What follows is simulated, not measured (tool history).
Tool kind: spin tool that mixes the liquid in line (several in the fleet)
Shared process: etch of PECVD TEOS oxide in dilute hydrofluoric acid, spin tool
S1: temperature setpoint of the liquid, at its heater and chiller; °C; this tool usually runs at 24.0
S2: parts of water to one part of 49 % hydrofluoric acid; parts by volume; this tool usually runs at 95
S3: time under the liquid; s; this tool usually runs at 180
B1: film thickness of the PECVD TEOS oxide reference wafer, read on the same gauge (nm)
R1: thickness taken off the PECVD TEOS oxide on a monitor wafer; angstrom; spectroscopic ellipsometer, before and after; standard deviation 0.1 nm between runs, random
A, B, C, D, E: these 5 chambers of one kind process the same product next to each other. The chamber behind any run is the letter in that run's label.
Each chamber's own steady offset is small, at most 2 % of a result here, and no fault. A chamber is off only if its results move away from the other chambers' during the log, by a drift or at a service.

Run 1D, day 0.300: usual settings; B1 99.987. Result: R1 248.92 angstrom.
Run 2C, day 0.708: usual settings; B1 100.010. Result: R1 249.68 angstrom.
Run 3A, day 0.950: usual settings; B1 100.020. Result: R1 251.90 angstrom.
Run 4E, day 1.396: usual settings; B1 100.020. Result: R1 250.78 angstrom.
Run 5B, day 1.817: usual settings; B1 99.987. Result: R1 248.03 angstrom.
Run 6A, day 2.129: usual settings; B1 100.000. Result: R1 253.38 angstrom.
Run 7B, day 2.421: usual settings; B1 100.010. Result: R1 245.71 angstrom.
Run 8D, day 2.625: usual settings; B1 99.994. Result: R1 248.79 angstrom.
Run 9C, day 3.062: usual settings but S3 110 s; B1 99.997. Result: R1 153.93 angstrom.
Run 10E, day 3.296: usual settings but S3 110 s; B1 100.000. Result: R1 153.47 angstrom.
Run 11B, day 3.771: usual settings but S3 110 s; B1 99.995. Result: R1 150.88 angstrom.
Run 12A, day 4.171: usual settings but S3 110 s; B1 99.996. Result: R1 155.71 angstrom.
Run 13E, day 4.421: usual settings but S3 110 s; B1 99.997. Result: R1 152.64 angstrom.
Run 14C, day 4.808: usual settings; B1 100.020. Result: R1 252.37 angstrom.
Run 15D, day 5.138: usual settings; B1 100.010. Result: R1 246.46 angstrom.
Run 16A, day 5.383: usual settings but S1 28.5 °C, S2 130 parts by volume; B1 99.986. Result: R1 214.68 angstrom.
Run 17E, day 5.675: usual settings but S1 28.5 °C, S2 130 parts by volume; B1 99.994. Result: R1 208.18 angstrom.
Run 18C, day 6.012: usual settings but S1 28.5 °C, S2 130 parts by volume; B1 100.010. Result: R1 207.54 angstrom.
Run 19D, day 6.442: usual settings but S1 28.5 °C, S2 130 parts by volume; B1 99.994. Result: R1 206.01 angstrom.
Run 20B, day 6.712: usual settings but S1 28.5 °C, S2 130 parts by volume; B1 99.996. Result: R1 204.76 angstrom.
Run 21B, day 7.046: usual settings; B1 100.000. Result: R1 245.61 angstrom.
Run 22C, day 7.471: usual settings but S1 20.5 °C; B1 99.971. Result: R1 218.20 angstrom.
Run 23E, day 7.708: usual settings but S1 20.5 °C; B1 99.970. Result: R1 217.05 angstrom.
Run 24D, day 8.133: usual settings but S1 20.5 °C; B1 99.993. Result: R1 215.91 angstrom.
Run 25A, day 8.350: usual settings but S1 20.5 °C; B1 99.998. Result: R1 228.62 angstrom.
Run 26A, day 8.733: usual settings but S1 20.5 °C; B1 99.990. Result: R1 226.73 angstrom.
Run 27C, day 9.175: usual settings; B1 99.984. Result: R1 250.53 angstrom.
Run 28E, day 9.642: usual settings; B1 100.010. Result: R1 249.36 angstrom.
Run 29B, day 10.042: usual settings; B1 99.985. Result: R1 246.53 angstrom.
Run 30D, day 10.517: usual settings; B1 100.010. Result: R1 246.95 angstrom.
Run 31C, day 10.771: usual settings; B1 100.000. Result: R1 252.52 angstrom.
Run 32E, day 11.038: usual settings; B1 100.010. Result: R1 251.73 angstrom.
Run 33D, day 11.375: usual settings; B1 99.994. Result: R1 248.98 angstrom.

All 5 chambers run these settings next. Forecast each chamber's results:
Run 34A, day 11.717: usual settings. Result: R1 ?.
Run 34B, day 11.717: usual settings. Result: R1 ?.
Run 34C, day 11.717: usual settings. Result: R1 ?.
Run 34D, day 11.717: usual settings. Result: R1 ?.
Run 34E, day 11.717: usual settings. Result: R1 ?.

run      R1
34A  263.96
34B  247.73
34C  250.74
34D  249.75
34E  249.81

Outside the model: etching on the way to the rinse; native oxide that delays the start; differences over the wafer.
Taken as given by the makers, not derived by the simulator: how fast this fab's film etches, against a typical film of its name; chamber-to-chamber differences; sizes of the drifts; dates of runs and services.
